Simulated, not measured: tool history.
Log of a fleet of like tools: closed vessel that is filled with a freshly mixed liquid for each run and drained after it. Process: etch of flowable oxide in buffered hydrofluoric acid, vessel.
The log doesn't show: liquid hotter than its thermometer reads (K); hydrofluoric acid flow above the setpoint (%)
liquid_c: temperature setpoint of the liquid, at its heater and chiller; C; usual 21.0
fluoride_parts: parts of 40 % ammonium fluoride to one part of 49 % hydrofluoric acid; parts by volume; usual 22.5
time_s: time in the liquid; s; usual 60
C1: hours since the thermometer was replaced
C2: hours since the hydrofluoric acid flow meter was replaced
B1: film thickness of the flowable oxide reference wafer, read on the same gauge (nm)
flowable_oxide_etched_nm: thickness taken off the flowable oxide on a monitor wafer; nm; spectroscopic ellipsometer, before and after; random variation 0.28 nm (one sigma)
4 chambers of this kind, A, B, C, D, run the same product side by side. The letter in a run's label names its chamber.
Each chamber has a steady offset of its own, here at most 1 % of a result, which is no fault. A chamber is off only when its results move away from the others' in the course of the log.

{"run": "1A", "day": 0.525, "liquid_c": 21.0, "fluoride_parts": 22.5, "time_s": 60, "C1": 2160.7, "C2": 107.3, "B1": 39.988, "flowable_oxide_etched_nm": 57.287}
{"run": "2B", "day": 0.971, "liquid_c": 21.0, "fluoride_parts": 22.5, "time_s": 60, "C1": 999.6, "C2": 132.1, "B1": 40.004, "flowable_oxide_etched_nm": 57.71}
{"run": "3C", "day": 1.262, "liquid_c": 21.0, "fluoride_parts": 22.5, "time_s": 60, "C1": 1530.7, "C2": 1088.8, "B1": 40.017, "flowable_oxide_etched_nm": 57.79}
{"run": "4D", "day": 1.754, "liquid_c": 21.0, "fluoride_parts": 22.5, "time_s": 60, "C1": 1176.7, "C2": 383.7, "B1": 39.989, "flowable_oxide_etched_nm": 57.515}
{"run": "5D", "day": 2.046, "liquid_c": 21.0, "fluoride_parts": 22.5, "time_s": 60, "C1": 1183.7, "C2": 390.7, "B1": 40.022, "flowable_oxide_etched_nm": 57.647}
{"run": "6C", "day": 2.433, "liquid_c": 21.0, "fluoride_parts": 22.5, "time_s": 60, "C1": 1558.8, "C2": 1116.9, "B1": 39.987, "flowable_oxide_etched_nm": 58.051}
{"run": "7A", "day": 2.838, "liquid_c": 21.0, "fluoride_parts": 22.5, "time_s": 60, "C1": 2216.2, "C2": 162.8, "B1": 40.018, "flowable_oxide_etched_nm": 57.24}
{"run": "8B", "day": 3.088, "liquid_c": 21.0, "fluoride_parts": 22.5, "time_s": 60, "C1": 1050.4, "C2": 182.9, "B1": 40.028, "flowable_oxide_etched_nm": 57.74}
{"run": "9A", "day": 3.396, "liquid_c": 21.0, "fluoride_parts": 22.5, "time_s": 60, "C1": 2229.6, "C2": 176.2, "B1": 40.004, "flowable_oxide_etched_nm": 57.269}
{"run": "10D", "day": 3.95, "liquid_c": 21.0, "fluoride_parts": 22.5, "time_s": 60, "C1": 1229.4, "C2": 436.4, "B1": 40.004, "flowable_oxide_etched_nm": 57.862}
{"run": "11C", "day": 4.321, "liquid_c": 21.0, "fluoride_parts": 22.5, "time_s": 60, "C1": 1604.1, "C2": 1162.2, "B1": 39.996, "flowable_oxide_etched_nm": 58.273}
{"run": "12B", "day": 4.571, "liquid_c": 21.0, "fluoride_parts": 22.5, "time_s": 60, "C1": 1086.0, "C2": 218.5, "B1": 39.991, "flowable_oxide_etched_nm": 58.02}
{"run": "13B", "day": 4.95, "liquid_c": 21.0, "fluoride_parts": 22.5, "time_s": 60, "C1": 1095.1, "C2": 227.6, "B1": 40.038, "flowable_oxide_etched_nm": 58.166}
{"run": "14C", "day": 5.379, "liquid_c": 21.0, "fluoride_parts": 22.5, "time_s": 60, "C1": 1629.5, "C2": 1187.6, "B1": 39.99, "flowable_oxide_etched_nm": 58.224}
{"run": "15D", "day": 5.867, "liquid_c": 21.0, "fluoride_parts": 22.5, "time_s": 60, "C1": 1275.4, "C2": 482.4, "B1": 39.999, "flowable_oxide_etched_nm": 57.427}
{"run": "16A", "day": 6.15, "liquid_c": 21.0, "fluoride_parts": 22.5, "time_s": 60, "C1": 2295.7, "C2": 242.3, "B1": 40.02, "flowable_oxide_etched_nm": 57.755}
{"run": "17B", "day": 6.5, "liquid_c": 21.0, "fluoride_parts": 22.5, "time_s": 60, "C1": 1132.3, "C2": 264.8, "B1": 40.019, "flowable_oxide_etched_nm": 58.655}
{"run": "18A", "day": 6.867, "liquid_c": 25.5, "fluoride_parts": 22.5, "time_s": 60, "C1": 2312.9, "C2": 259.5, "B1": 39.974, "flowable_oxide_etched_nm": 74.273}
{"run": "19D", "day": 7.346, "liquid_c": 25.5, "fluoride_parts": 22.5, "time_s": 60, "C1": 1310.9, "C2": 517.9, "B1": 40.017, "flowable_oxide_etched_nm": 73.506}
{"run": "20C", "day": 7.862, "liquid_c": 25.5, "fluoride_parts": 22.5, "time_s": 60, "C1": 1689.1, "C2": 1247.2, "B1": 40.015, "flowable_oxide_etched_nm": 74.594}
{"run": "21A", "day": 8.133, "liquid_c": 25.5, "fluoride_parts": 22.5, "time_s": 60, "C1": 2343.3, "C2": 289.9, "B1": 39.98, "flowable_oxide_etched_nm": 74.961}
{"run": "22B", "day": 8.533, "liquid_c": 21.0, "fluoride_parts": 22.5, "time_s": 60, "C1": 1181.1, "C2": 313.6, "B1": 40.009, "flowable_oxide_etched_nm": 58.23}
{"run": "23D", "day": 8.808, "liquid_c": 21.0, "fluoride_parts": 22.5, "time_s": 60, "C1": 1346.0, "C2": 553.0, "B1": 40.033, "flowable_oxide_etched_nm": 58.222}
{"run": "24C", "day": 9.308, "liquid_c": 21.0, "fluoride_parts": 22.5, "time_s": 60, "C1": 1723.8, "C2": 1281.9, "B1": 39.952, "flowable_oxide_etched_nm": 58.392}
{"run": "25A", "day": 9.867, "liquid_c": 21.0, "fluoride_parts": 22.5, "time_s": 60, "C1": 2384.9, "C2": 331.5, "B1": 40.023, "flowable_oxide_etched_nm": 59.126}
{"run": "26D", "day": 10.15, "liquid_c": 21.0, "fluoride_parts": 22.5, "time_s": 60, "C1": 1378.2, "C2": 585.2, "B1": 39.999, "flowable_oxide_etched_nm": 57.751}
{"day": 10.242, "done": "chamber B: hydrofluoric acid flow meter replaced"}
{"run": "27C", "day": 10.638, "liquid_c": 21.0, "fluoride_parts": 22.5, "time_s": 60, "C1": 1755.7, "C2": 1313.8, "B1": 40.01, "flowable_oxide_etched_nm": 57.81}
{"run": "28B", "day": 10.967, "liquid_c": 21.0, "fluoride_parts": 22.5, "time_s": 60, "C1": 1239.5, "C2": 17.4, "B1": 39.992, "flowable_oxide_etched_nm": 57.685}
{"run": "29B", "day": 11.3, "liquid_c": 21.0, "fluoride_parts": 22.5, "time_s": 60, "C1": 1247.5, "C2": 25.4, "B1": 39.977, "flowable_oxide_etched_nm": 58.297}
{"run": "30C", "day": 11.783, "liquid_c": 21.0, "fluoride_parts": 22.5, "time_s": 60, "C1": 1783.2, "C2": 1341.3, "B1": 40.016, "flowable_oxide_etched_nm": 58.023}
{"run": "31D", "day": 12.283, "liquid_c": 21.0, "fluoride_parts": 22.5, "time_s": 60, "C1": 1429.4, "C2": 636.4, "B1": 39.969, "flowable_oxide_etched_nm": 57.671}
{"run": "32A", "day": 12.842, "liquid_c": 21.0, "fluoride_parts": 22.5, "time_s": 60, "C1": 2456.3, "C2": 402.9, "B1": 40.028, "flowable_oxide_etched_nm": 59.136}
{"run": "33D", "day": 13.104, "liquid_c": 23.5, "fluoride_parts": 22.5, "time_s": 60, "C1": 1449.1, "C2": 656.1, "B1": 39.986, "flowable_oxide_etched_nm": 66.22}
{"run": "34B", "day": 13.512, "liquid_c": 23.5, "fluoride_parts": 22.5, "time_s": 60, "C1": 1300.6, "C2": 78.5, "B1": 39.988, "flowable_oxide_etched_nm": 66.591}

Next, every chamber runs the same settings. What will each give?
{"run": "35A", "day": 13.921, "liquid_c": 25.5, "fluoride_parts": 22.5, "time_s": 60, "flowable_oxide_etched_nm": "?"}
{"run": "35B", "day": 13.921, "liquid_c": 25.5, "fluoride_parts": 22.5, "time_s": 60, "flowable_oxide_etched_nm": "?"}
{"run": "35C", "day": 13.921, "liquid_c": 25.5, "fluoride_parts": 22.5, "time_s": 60, "flowable_oxide_etched_nm": "?"}
{"run": "35D", "day": 13.921, "liquid_c": 25.5, "fluoride_parts": 22.5, "time_s": 60, "flowable_oxide_etched_nm": "?"}

run=35A flowable_oxide_etched_nm=76.131
run=35B flowable_oxide_etched_nm=74.364
run=35C flowable_oxide_etched_nm=74.993
run=35D flowable_oxide_etched_nm=74.178
